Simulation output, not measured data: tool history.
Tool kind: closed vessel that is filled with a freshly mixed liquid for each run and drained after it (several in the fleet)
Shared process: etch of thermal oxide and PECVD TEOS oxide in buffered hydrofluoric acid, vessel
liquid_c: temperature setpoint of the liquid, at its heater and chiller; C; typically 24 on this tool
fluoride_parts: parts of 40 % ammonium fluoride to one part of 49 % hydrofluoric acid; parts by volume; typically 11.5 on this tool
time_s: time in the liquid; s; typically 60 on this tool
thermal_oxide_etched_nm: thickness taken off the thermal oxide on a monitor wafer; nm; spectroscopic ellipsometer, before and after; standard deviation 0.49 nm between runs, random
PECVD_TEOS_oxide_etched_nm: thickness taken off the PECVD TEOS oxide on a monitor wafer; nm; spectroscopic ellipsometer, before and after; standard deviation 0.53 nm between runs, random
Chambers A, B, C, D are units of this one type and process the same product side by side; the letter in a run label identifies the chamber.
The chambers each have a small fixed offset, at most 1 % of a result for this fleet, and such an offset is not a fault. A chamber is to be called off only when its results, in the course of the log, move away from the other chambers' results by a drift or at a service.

run,hour,liquid_c,fluoride_parts,time_s,"read-back film thickness of the thermal oxide reference wafer, read on the same gauge (nm)","read-back film thickness of the PECVD TEOS oxide reference wafer, read on the same gauge (nm)",thermal_oxide_etched_nm,PECVD_TEOS_oxide_etched_nm
1C,7.4,24,11.5,60,110.01,150,59.182,139.5
2D,16.2,24,11.5,60,109.97,150.01,58.736,141.12
3A,28.1,24,11.5,60,110.01,149.99,60.021,140.81
4B,41.7,24,11.5,60,110.01,149.99,59.401,139.58
5C,52.2,24,11.5,60,110.01,149.99,59,138.54
6B,61.8,24,11.5,60,110,150,60.277,140.61
7D,74.2,24,11.5,60,110,150,59.158,139.53
8A,88.1,24,11.5,60,110,149.98,59.983,140.59
9D,95.6,24,11.5,60,109.99,150,59.159,140.94
10C,103.5,28,11.5,60,109.99,150.01,73.417,173.16
11A,112.5,28,11.5,60,109.96,149.99,74.43,175.78
# hour 116.2: chamber C: thermometer replaced
12B,121.5,28,11.5,60,109.99,150.01,73.003,173.19
13C,130.9,28,11.5,60,110.01,150.02,73.423,174.16
14A,141.8,24,11.5,60,109.99,149.99,59.415,141.13
15B,154.9,24,11.5,60,110,149.98,59.81,139.6
16D,164.9,19.5,11.5,45,110.02,150.01,35.089,81.885
17B,175.2,19.5,11.5,45,110.01,150.01,34.809,81.546
18C,186,19.5,11.5,45,110.01,150,34.33,82.175
19D,192.3,19.5,11.5,45,110,150,34.217,81.622
20A,203.8,24,11.5,60,109.99,150.01,59.742,139.66
21C,211.1,24,11.5,60,110,149.97,58.673,139.41
22A,219.7,24,11.5,60,110.03,150,60.556,141.8
23B,229.9,24,11.5,60,110,150.01,58.937,140.43
24D,241.9,24,11.5,60,109.97,149.98,58.761,140.18
25D,248.1,24,11.5,60,110.01,149.99,58.735,140.14
26B,260.2,24,11.5,60,110,150.02,60.07,139.72
27C,270.9,24,11.5,60,110.03,149.98,58.437,139.02
28A,280.8,24,11.5,60,109.99,150.01,59.06,140.26
29B,291.2,24,11.5,60,109.99,150,60.464,140.84
30A,300.9,24,11.5,60,110.01,149.97,60.005,140.04
31C,311.2,24,11.5,60,110.02,149.98,59.218,140.42
32D,325.3,24,11.5,60,110.02,150.01,59.809,140.54
33C,336.7,24,11.5,60,109.99,149.96,59.503,139.99
34B,349.3,24,11.5,60,110.01,150.03,59.31,140.59
35A,356.9,24,11.5,60,109.99,150.02,60.573,140.37
36D,368.8,28,11.5,60,110.03,149.99,72.65,173.47
37B,377.2,28,11.5,60,110.01,150.01,73.419,174.36
38D,390.8,28,11.5,60,110.02,150.02,73.482,173.87
39A,399.5,28,11.5,60,110,150,74.515,174.84

One chamber off, gauge drift, or nothing amiss beyond the chambers' own small offsets? If it is a chamber, which one, and what is the likeliest cause?

No chamber is off and the gauge is stable; the differences are just each chamber's small, constant offset.

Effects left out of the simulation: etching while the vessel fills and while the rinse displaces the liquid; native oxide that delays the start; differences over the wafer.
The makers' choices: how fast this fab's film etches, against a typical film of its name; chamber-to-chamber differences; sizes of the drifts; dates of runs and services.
